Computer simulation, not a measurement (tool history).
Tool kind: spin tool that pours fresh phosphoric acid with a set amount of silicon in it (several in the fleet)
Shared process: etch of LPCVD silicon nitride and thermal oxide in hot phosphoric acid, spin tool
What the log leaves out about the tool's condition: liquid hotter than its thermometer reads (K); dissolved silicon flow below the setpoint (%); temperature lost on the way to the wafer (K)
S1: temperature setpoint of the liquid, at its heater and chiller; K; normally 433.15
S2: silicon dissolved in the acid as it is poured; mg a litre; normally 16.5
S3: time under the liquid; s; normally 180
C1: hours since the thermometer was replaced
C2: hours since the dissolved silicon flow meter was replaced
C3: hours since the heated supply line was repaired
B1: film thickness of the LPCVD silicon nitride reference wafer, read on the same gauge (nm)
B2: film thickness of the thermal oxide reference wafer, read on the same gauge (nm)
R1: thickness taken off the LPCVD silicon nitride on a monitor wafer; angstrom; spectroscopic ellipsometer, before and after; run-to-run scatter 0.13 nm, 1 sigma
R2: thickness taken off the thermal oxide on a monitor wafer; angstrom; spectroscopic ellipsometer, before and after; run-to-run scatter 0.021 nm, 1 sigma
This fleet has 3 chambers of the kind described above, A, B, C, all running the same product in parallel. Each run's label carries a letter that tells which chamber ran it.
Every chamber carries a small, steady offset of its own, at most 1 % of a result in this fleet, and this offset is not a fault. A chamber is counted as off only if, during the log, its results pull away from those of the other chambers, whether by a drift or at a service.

run,hour,S1,S2,S3,C1,C2,C3,B1,B2,R1,R2
1B,3.1,433.15,16.5,180,990,361.2,86.3,60.021,99.976,154.53,3.5717
2A,5.1,433.15,16.5,180,413.3,482.8,541.2,60.043,99.972,158.35,3.3686
3C,8.5,433.15,16.5,180,950.4,125.2,1261.4,59.97,100.01,155.77,3.1861
4B,10.9,433.15,16.5,180,997.8,369,94.1,60.026,100.03,156.03,3.1357
5C,14.5,433.15,16.5,180,956.4,131.2,1267.4,60.017,100.04,159.43,3.3341
6A,18.4,433.15,16.5,180,426.6,496.1,554.5,59.998,99.989,156.9,3.4302
7B,22.5,433.15,16.5,180,1009.4,380.6,105.7,59.976,100.01,155.5,3.1607
8C,25.5,433.15,16.5,180,967.4,142.2,1278.4,59.981,100,155.03,3.2384
9A,29.6,433.15,16.5,180,437.8,507.3,565.7,60.029,100.01,157.22,3.2298
10C,33.3,433.15,16.5,180,975.2,150,1286.2,59.966,99.997,158.25,3.5987
11A,36.7,433.15,16.5,180,444.9,514.4,572.8,60.016,100,155.99,3.6097
12B,38.6,433.15,11.5,180,1025.5,396.7,121.8,60.018,100.02,156.54,4.1031
13C,42.7,433.15,11.5,180,984.6,159.4,1295.6,60.002,100.02,156.33,4.0696
14B,45.2,433.15,11.5,180,1032.1,403.3,128.4,59.962,100.01,155.02,3.8376
15A,48.7,433.15,16.5,180,456.9,526.4,584.8,59.991,99.994,155.83,3.402
16C,52.2,433.15,16.5,180,994.1,168.9,1305.1,60,99.979,154.19,3.2649
17B,54.2,433.15,16.5,180,1041.1,412.3,137.4,60.021,99.985,158.14,3.1991
18A,56.3,433.15,16.5,180,464.5,534,592.4,60,100,159.85,3.6992
19B,60.1,433.15,16.5,180,1047,418.2,143.3,59.996,99.985,157.79,3.2065
20A,63,433.15,10.5,180,471.2,540.7,599.1,60.026,100.01,157.23,3.7461
21C,67.3,433.15,10.5,180,1009.2,184,1320.2,59.981,100.02,151.38,3.721
22A,71.1,433.15,10.5,180,479.3,548.8,607.2,60.004,100.03,155.73,4.2494
23B,74.5,433.15,16.5,180,1061.4,432.6,157.7,60.005,100,157.34,3.2674
24C,78,433.15,16.5,180,1019.9,194.7,1330.9,59.966,100.03,149.21,2.8423
25B,81.5,435.15,16.5,180,1068.4,439.6,164.7,59.96,100.01,169.23,3.6927
26A,83.7,435.15,16.5,180,491.9,561.4,619.8,59.962,99.977,169.29,3.3766
27C,86.4,435.15,16.5,180,1028.3,203.1,1339.3,59.994,100,155.09,3.459
28A,90.7,433.15,16.5,180,498.9,568.4,626.8,59.988,99.975,158.14,3.5346
29C,93.1,433.15,16.5,180,1035,209.8,1346,59.995,100.01,144.79,2.8913
30B,96.6,433.15,16.5,180,1083.5,454.7,179.8,59.992,100.01,155.11,3.3623
31C,100.6,433.15,16.5,180,1042.5,217.3,1353.5,59.977,100.04,143.49,3.1134

One chamber off, gauge drift, or nothing amiss beyond the chambers' own small offsets? If it is a chamber, which one, and what is the likeliest cause?

It is chamber C that slowly wanders off from its peers.
Most likely cause: temperature lost on the way to the wafer (K) = 2.8.
Not necessarily distinguishable in this log from: liquid colder than its thermometer reads (K).

Below are 4 candidate recipes for chamber C's next run, each the usual settings with a change, their results shown as question marks. Which of them brings C's results back in line with what the other chambers give on the usual settings?
To be in line, a result may differ from the other chambers' mean on the usual settings by at most: R1 4.5 angstrom; R2 0.75 angstrom
32C-1,103.7,432.65,22,155,,,,,,?,?
32C-2,103.7,433.65,10.5,210,,,,,,?,?
32C-3,103.7,432.65,20,165,,,,,,?,?
32C-4,103.7,433.65,13,195,,,,,,?,?

Mean of the other chambers on the usual settings: R1 157.2 angstrom; R2 3.365 angstrom
run,R1,R2
32C-1,120.23,1.9684
32C-2,168.58,3.8999
32C-3,127.98,2.2291
32C-4,156.54,3.4102
Change 32C-4 lands the chamber within the allowed miss of the other chambers.
